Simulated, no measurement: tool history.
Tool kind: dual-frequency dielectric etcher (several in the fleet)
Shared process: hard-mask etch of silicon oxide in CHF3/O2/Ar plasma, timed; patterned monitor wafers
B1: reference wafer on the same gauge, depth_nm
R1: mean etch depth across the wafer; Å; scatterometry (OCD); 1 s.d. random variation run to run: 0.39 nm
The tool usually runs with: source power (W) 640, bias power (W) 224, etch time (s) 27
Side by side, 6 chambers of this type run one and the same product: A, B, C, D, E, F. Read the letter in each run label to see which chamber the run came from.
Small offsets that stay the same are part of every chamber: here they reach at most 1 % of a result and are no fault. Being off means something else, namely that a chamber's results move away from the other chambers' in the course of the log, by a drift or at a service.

Run 1D, hour 6.7: usual settings; B1 55.684. Result: R1 589.83 Å.
Run 2F, hour 11.7: usual settings; B1 55.633. Result: R1 583.08 Å.
Run 3E, hour 15.4: usual settings; B1 55.542. Result: R1 590.39 Å.
Run 4B, hour 22.1: usual settings; B1 55.527. Result: R1 583.39 Å.
Run 5C, hour 28.2: usual settings; B1 55.668. Result: R1 600.68 Å.
Run 6A, hour 33.6: usual settings; B1 55.669. Result: R1 587.72 Å.
Run 7F, hour 38.1: usual settings; B1 55.651. Result: R1 591.98 Å.
Run 8B, hour 44.9: usual settings; B1 55.631. Result: R1 586.59 Å.
Run 9D, hour 50.1: usual settings but etch time (s) 31.5; B1 55.527. Result: R1 689.61 Å.
Run 10A, hour 53.9: usual settings but etch time (s) 31.5; B1 55.569. Result: R1 688.51 Å.
Run 11E, hour 58.7: usual settings but etch time (s) 31.5; B1 55.552. Result: R1 688.71 Å.
Run 12C, hour 63: usual settings but etch time (s) 31.5; B1 55.573. Result: R1 703.3 Å.
Run 13B, hour 67.9: usual settings but etch time (s) 31.5; B1 55.596. Result: R1 684.21 Å.
At hour 68.9: chamber F: wet clean of the chamber.
Run 14F, hour 73: usual settings but etch time (s) 31.5; B1 55.607. Result: R1 678.99 Å.
Run 15D, hour 78.3: usual settings; B1 55.571. Result: R1 582.24 Å.
Run 16C, hour 81.8: usual settings; B1 55.605. Result: R1 591.23 Å.
Run 17A, hour 87.6: usual settings; B1 55.605. Result: R1 588.24 Å.
Run 18E, hour 93.8: usual settings; B1 55.563. Result: R1 595.38 Å.
Run 19A, hour 99.4: usual settings but source power (W) 550; B1 55.555. Result: R1 560.18 Å.
Run 20B, hour 104.9: usual settings but source power (W) 550; B1 55.618. Result: R1 551.2 Å.
Run 21F, hour 109.3: usual settings but source power (W) 550; B1 55.627. Result: R1 557.11 Å.
Run 22E, hour 115.6: usual settings but source power (W) 550; B1 55.527. Result: R1 560.65 Å.
Run 23C, hour 122.2: usual settings but source power (W) 550; B1 55.614. Result: R1 562.76 Å.
At hour 122.9: chamber D: wet clean of the chamber.
Run 24D, hour 128.4: usual settings but source power (W) 550; B1 55.559. Result: R1 567.43 Å.
Run 25A, hour 133.6: usual settings but source power (W) 580, etch time (s) 32.5; B1 55.518. Result: R1 682.08 Å.
Run 26E, hour 136.8: usual settings but source power (W) 580, etch time (s) 32.5; B1 55.61. Result: R1 690.69 Å.
Run 27F, hour 142.5: usual settings but source power (W) 580, etch time (s) 32.5; B1 55.606. Result: R1 685.2 Å.
Run 28D, hour 148.4: usual settings but source power (W) 580, etch time (s) 32.5; B1 55.548. Result: R1 692.9 Å.
Run 29B, hour 152.9: usual settings but source power (W) 580, etch time (s) 32.5; B1 55.613. Result: R1 678.44 Å.
Run 30C, hour 158.3: usual settings but source power (W) 580, etch time (s) 32.5; B1 55.551. Result: R1 688.37 Å.
Run 31F, hour 162.8: usual settings but source power (W) 720, etch time (s) 34.5; B1 55.572. Result: R1 782.14 Å.
Run 32D, hour 166.4: usual settings but source power (W) 720, etch time (s) 34.5; B1 55.558. Result: R1 791.34 Å.
Run 33A, hour 170.8: usual settings but source power (W) 720, etch time (s) 34.5; B1 55.652. Result: R1 791.55 Å.
Run 34C, hour 175.8: usual settings but source power (W) 720, etch time (s) 34.5; B1 55.56. Result: R1 789.9 Å.
Run 35E, hour 178.9: usual settings but source power (W) 720, etch time (s) 34.5; B1 55.631. Result: R1 801.12 Å.
Run 36B, hour 184.8: usual settings but source power (W) 720, etch time (s) 34.5; B1 55.544. Result: R1 786.16 Å.
Run 37D, hour 191.4: usual settings but bias power (W) 195, etch time (s) 21.5; B1 55.66. Result: R1 448.54 Å.
Run 38B, hour 194.5: usual settings but bias power (W) 195, etch time (s) 21.5; B1 55.513. Result: R1 447.93 Å.
Run 39F, hour 197.8: usual settings but bias power (W) 195, etch time (s) 21.5; B1 55.619. Result: R1 441.47 Å.
Run 40E, hour 204.6: usual settings but bias power (W) 195, etch time (s) 21.5; B1 55.622. Result: R1 454.38 Å.
Run 41A, hour 211.1: usual settings but bias power (W) 195, etch time (s) 21.5; B1 55.543. Result: R1 448.67 Å.
Run 42C, hour 215.9: usual settings but bias power (W) 195, etch time (s) 21.5; B1 55.617. Result: R1 454.43 Å.
Run 43F, hour 220.4: usual settings; B1 55.57. Result: R1 580.42 Å.
Run 44E, hour 225.7: usual settings; B1 55.62. Result: R1 592.56 Å.

Next, every chamber runs the same settings. What will each give?
Run 45A, hour 230.6: usual settings but etch time (s) 24.5. Result: R1 ?.
Run 45B, hour 230.6: usual settings but etch time (s) 24.5. Result: R1 ?.
Run 45C, hour 230.6: usual settings but etch time (s) 24.5. Result: R1 ?.
Run 45D, hour 230.6: usual settings but etch time (s) 24.5. Result: R1 ?.
Run 45E, hour 230.6: usual settings but etch time (s) 24.5. Result: R1 ?.
Run 45F, hour 230.6: usual settings but etch time (s) 24.5. Result: R1 ?.

run      R1
45A  537.55
45B  531.44
45C  546.28
45D   534.1
45E  543.37
45F  533.71

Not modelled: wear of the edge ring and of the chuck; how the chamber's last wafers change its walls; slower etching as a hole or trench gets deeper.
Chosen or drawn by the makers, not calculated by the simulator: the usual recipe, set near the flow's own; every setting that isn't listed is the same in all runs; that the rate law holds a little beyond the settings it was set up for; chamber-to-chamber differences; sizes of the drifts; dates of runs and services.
